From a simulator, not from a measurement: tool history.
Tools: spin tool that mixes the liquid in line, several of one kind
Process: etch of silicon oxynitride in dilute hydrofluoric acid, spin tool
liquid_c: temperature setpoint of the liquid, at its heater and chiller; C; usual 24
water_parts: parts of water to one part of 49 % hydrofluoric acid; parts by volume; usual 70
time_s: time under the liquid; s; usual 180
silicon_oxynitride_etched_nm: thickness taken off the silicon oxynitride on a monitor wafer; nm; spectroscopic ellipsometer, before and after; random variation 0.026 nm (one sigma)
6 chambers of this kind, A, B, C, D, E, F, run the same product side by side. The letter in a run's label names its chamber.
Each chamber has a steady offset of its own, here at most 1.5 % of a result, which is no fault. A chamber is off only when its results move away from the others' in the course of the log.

run	hour	liquid_c	water_parts	time_s	hours since the thermometer was replaced	hours since the hydrofluoric acid flow meter was replaced	read-back film thickness of the silicon oxynitride reference wafer, read on the same gauge (nm)	silicon_oxynitride_etched_nm
1E	4.1	24	70	180	20.7	1228.9	99.967	3.8125
2A	7	24	70	180	472.7	44.6	100.01	3.8573
3C	13.4	24	70	180	1550.8	885.3	99.993	3.8217
4F	17.1	24	70	180	836.2	1384.1	99.992	3.8169
5B	20.4	24	70	180	482.6	1168.6	100.04	3.774
6D	23.9	24	70	180	1570.3	437.2	99.978	3.7823
7C	28.1	24	70	180	1565.5	900	100.02	3.7835
8A	34.7	24	70	180	500.4	72.3	99.966	3.8471
9B	39.9	24	70	180	502.1	1188.1	99.999	3.7201
10F	46.4	24	70	180	865.5	1413.4	100.01	3.8231
11E	51.4	24	70	180	68	1276.2	99.996	3.8504
12D	57.9	24	70	180	1604.3	471.2	100.02	3.8144
13B	62.5	24	70	180	524.7	1210.7	100.04	3.693
14A	67	24	70	180	532.7	104.6	100.02	3.8343
15C	71.7	24	70	180	1609.1	943.6	99.986	3.8587
16D	76.8	24	55	180	1623.2	490.1	99.994	4.9067
17F	83.2	24	55	180	902.3	1450.2	99.974	4.9457
18E	89.1	24	55	180	105.7	1313.9	100.02	4.9002
19B	93.3	24	55	180	555.5	1241.5	99.99	4.733
20D	97	24	55	180	1643.4	510.3	100.01	4.9364
21F	102.3	24	55	180	921.4	1469.3	99.967	4.8744
22E	107.5	24	70	180	124.1	1332.3	100.02	3.7595
23A	111.9	24	70	180	577.6	149.5	100.02	3.7911
24C	116.8	24	70	180	1654.2	988.7	99.981	3.802
25D	121.9	24	70	180	1668.3	535.2	99.985	3.8165
26C	126.9	24	70	180	1664.3	998.8	100.03	3.836
# hour 130.2: chamber E: hydrofluoric acid flow meter replaced
27A	131.7	24	70	180	597.4	169.3	100.01	3.8544
28E	136.6	24	70	180	153.2	6.4	100.03	3.8032
29B	139.9	24	70	180	602.1	1288.1	99.967	3.6066
30F	144.9	24	70	180	964	1511.9	99.978	3.8298
31F	151.1	24	70	180	970.2	1518.1	100.04	3.8024
32D	155.2	24	70	180	1701.6	568.5	99.962	3.7809
33E	159.9	24	70	180	176.5	29.7	99.986	3.8205
34C	163.9	24	70	180	1701.3	1035.8	99.986	3.7981
35B	167.6	19.5	40	180	629.8	1315.8	99.979	5.0805
36A	171.2	19.5	40	180	636.9	208.8	99.989	5.4929

What goes on in this fleet: one chamber off, a drifting gauge, or nothing beyond the chambers' own small offsets? Name the chamber and the cause, if any.

Chamber B drifts away from the others.
Cause: liquid colder than its thermometer reads (K) = 1.13.
The log may not tell that from: hydrofluoric acid flow below the setpoint (%).

Here are 4 candidates for chamber B's next run, each the usual settings with a change, their results left as question marks. Which one brings its results back in line with what the others give on the usual settings?
In line means no further than this from the other chambers' mean on the usual settings: silicon_oxynitride_etched_nm 0.092 nm
37B-1	175.9	24	70	170				?
37B-2	175.9	23.5	70	180				?
37B-3	175.9	25.5	70	180				?
37B-4	175.9	24	70	185				?

The other chambers' mean on the usual settings: silicon_oxynitride_etched_nm 3.8143 nm
run	silicon_oxynitride_etched_nm
37B-1	3.3868
37B-2	3.498
37B-3	3.8574
37B-4	3.6856
37B-3 brings the chamber back in line.
